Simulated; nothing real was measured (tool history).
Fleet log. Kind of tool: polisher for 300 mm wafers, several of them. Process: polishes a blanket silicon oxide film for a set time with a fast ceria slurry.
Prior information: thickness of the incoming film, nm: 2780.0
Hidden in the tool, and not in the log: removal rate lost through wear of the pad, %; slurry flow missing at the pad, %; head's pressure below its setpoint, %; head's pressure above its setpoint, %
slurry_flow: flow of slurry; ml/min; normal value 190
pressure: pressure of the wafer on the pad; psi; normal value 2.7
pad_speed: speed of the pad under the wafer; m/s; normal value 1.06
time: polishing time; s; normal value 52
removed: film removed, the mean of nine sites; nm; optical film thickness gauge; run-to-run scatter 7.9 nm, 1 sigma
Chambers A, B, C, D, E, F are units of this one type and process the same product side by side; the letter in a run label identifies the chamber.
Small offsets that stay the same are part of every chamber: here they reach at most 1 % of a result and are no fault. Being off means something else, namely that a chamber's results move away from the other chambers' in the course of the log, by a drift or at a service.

run	hour	slurry_flow	pressure	pad_speed	time	wafers polished on this pad	hours since the slurry nozzle was cleaned	hours since the head pressure was calibrated	removed
1D	5.2	190	2.7	1.06	52	107	626.2	87.7	684.88
2E	13.8	190	2.7	1.06	52	1033	705.1	454.9	712.53
3C	18.2	190	2.7	1.06	52	731	429.3	479.9	722.11
# hour 21.1: chamber E: slurry nozzle cleaned
4F	24.9	190	2.7	1.06	52	677	32.5	1042.1	705.99
5A	31.8	190	2.7	1.06	52	515	120.1	255.6	694.01
6B	36	190	2.7	1.06	52	370	222.7	501.8	719.05
# hour 40.3: chamber F: head pressure recalibrated
7B	41.1	190	2.7	1.06	52	400	227.8	506.9	707.13
# hour 43.6: chamber A: worn pad replaced by a new one
8D	48.2	190	2.7	1.06	52	361	669.2	130.7	702.67
9A	53.7	190	2.7	1.06	52	59	142	277.5	696.4
10F	58.8	250	2.7	1.06	52	878	66.4	18.5	751.88
11C	63.5	250	2.7	1.06	52	999	474.6	525.2	732.33
12E	68.9	250	2.7	1.06	52	1358	47.8	510	739.38
13D	76.8	250	2.7	1.06	52	530	697.8	159.3	734.17
14B	82	250	2.7	1.06	52	642	268.7	547.8	734.94
15E	87.6	250	2.7	1.06	52	1469	66.5	528.7	732.73
16C	95.1	190	2.7	1.06	52	1185	506.2	556.8	712.7
# hour 95.9: chamber A: head pressure recalibrated
# hour 99.5: chamber B: worn pad replaced by a new one
17A	101.5	190	2.7	1.06	52	342	189.8	5.7	727.21
18F	108.1	190	2.7	1.06	52	1169	115.7	67.8	712.35
19E	114.3	190	2.7	1.06	52	1627	93.2	555.4	706.69
# hour 119.3: chamber D: slurry nozzle cleaned
20D	119.5	190	2.7	1.06	52	782	0.2	202	707.52
# hour 123.2: chamber C: worn pad replaced by a new one
21A	124.1	190	2.7	1.06	52	475	212.4	28.3	711.43
22B	131	190	2.7	1.06	52	186	317.7	596.8	717.76
# hour 131.9: chamber A: worn pad replaced by a new one
23F	137.9	190	2.7	1.06	52	1345	145.5	97.6	717.53
24C	144.2	190	2.7	1.06	52	124	555.3	605.9	700.48
25A	149.2	190	2.7	1.06	52	102	237.5	53.4	701.05
# hour 151.3: chamber E: head pressure recalibrated
# hour 152.4: chamber F: worn pad replaced by a new one
# hour 152.8: chamber B: head pressure recalibrated
26B	156.1	190	2.7	1.06	52	334	342.8	3.4	724.11
27C	162.6	165	2.7	1.06	35	233	573.7	624.3	468.52
28E	169.6	165	2.7	1.06	35	1953	148.5	18.4	459.88
29D	176.1	165	2.7	1.06	35	1116	56.8	258.6	471.34
30F	180.6	165	2.7	1.06	35	166	188.2	140.3	465.02
31A	186.6	165	2.7	1.06	35	323	274.9	90.8	459.92
32C	195.1	165	2.7	1.06	35	425	606.2	656.8	464.96
# hour 200.4: chamber A: slurry nozzle cleaned
33B	201.5	190	2.7	1.06	52	603	388.2	48.8	706.8
34E	208.4	190	2.7	1.06	52	2182	187.3	57.2	673.37
35F	213.4	190	2.7	1.06	52	360	221	173.1	718.01
36D	217.2	190	2.7	1.06	52	1359	97.9	299.7	711.36
# hour 219.6: chamber D: worn pad replaced by a new one
37F	225	190	2.7	1.06	66	429	232.6	184.7	917.03
38A	229.1	190	2.7	1.06	66	574	28.7	133.3	888.52
# hour 229.2: chamber B: worn pad replaced by a new one
39C	234.3	190	2.7	1.06	66	656	645.4	696	896.38
# hour 236.4: chamber D: head pressure recalibrated
40B	241.7	190	2.7	1.06	66	74	428.4	89	906.41
41E	246.1	190	2.7	1.06	66	2405	225	94.9	856.15
42D	252.7	190	2.7	1.06	66	196	133.4	16.4	881.55
43D	259.5	190	2.7	1.06	52	236	140.2	23.2	701.08
44E	265	190	2.7	1.06	52	2517	243.9	113.8	656.51

Does one chamber stand apart from the rest, does the shared gauge drift, or is all well apart from small per-chamber offsets? Give the chamber and the most likely cause, where there is one.

One chamber, E, drifts off from the rest bit by bit.
Cause: removal rate lost through wear of the pad, % = 7.29.
The log may not tell that from: slurry flow missing at the pad, %.

Below are 4 candidate recipes for chamber E's next run, each the usual settings with a change, their results shown as question marks. Which of them brings E's results back in line with what the other chambers give on the usual settings?
Allowed miss from the other chambers' usual-settings mean, per result, to count as in line: removed 27 nm
45E-1	271.1	190	2.7	1.06	48				?
45E-2	271.1	190	2.9	1.06	52				?
45E-3	271.1	190	2.7	1.06	60				?
45E-4	271.1	190	2.6	1	49				?

The mean the other chambers reach with the usual settings: removed 709.7 nm
run	removed
45E-1	611.61
45E-2	711.26
45E-3	764.51
45E-4	566.86
45E-2 puts the chamber back in line with the other chambers.
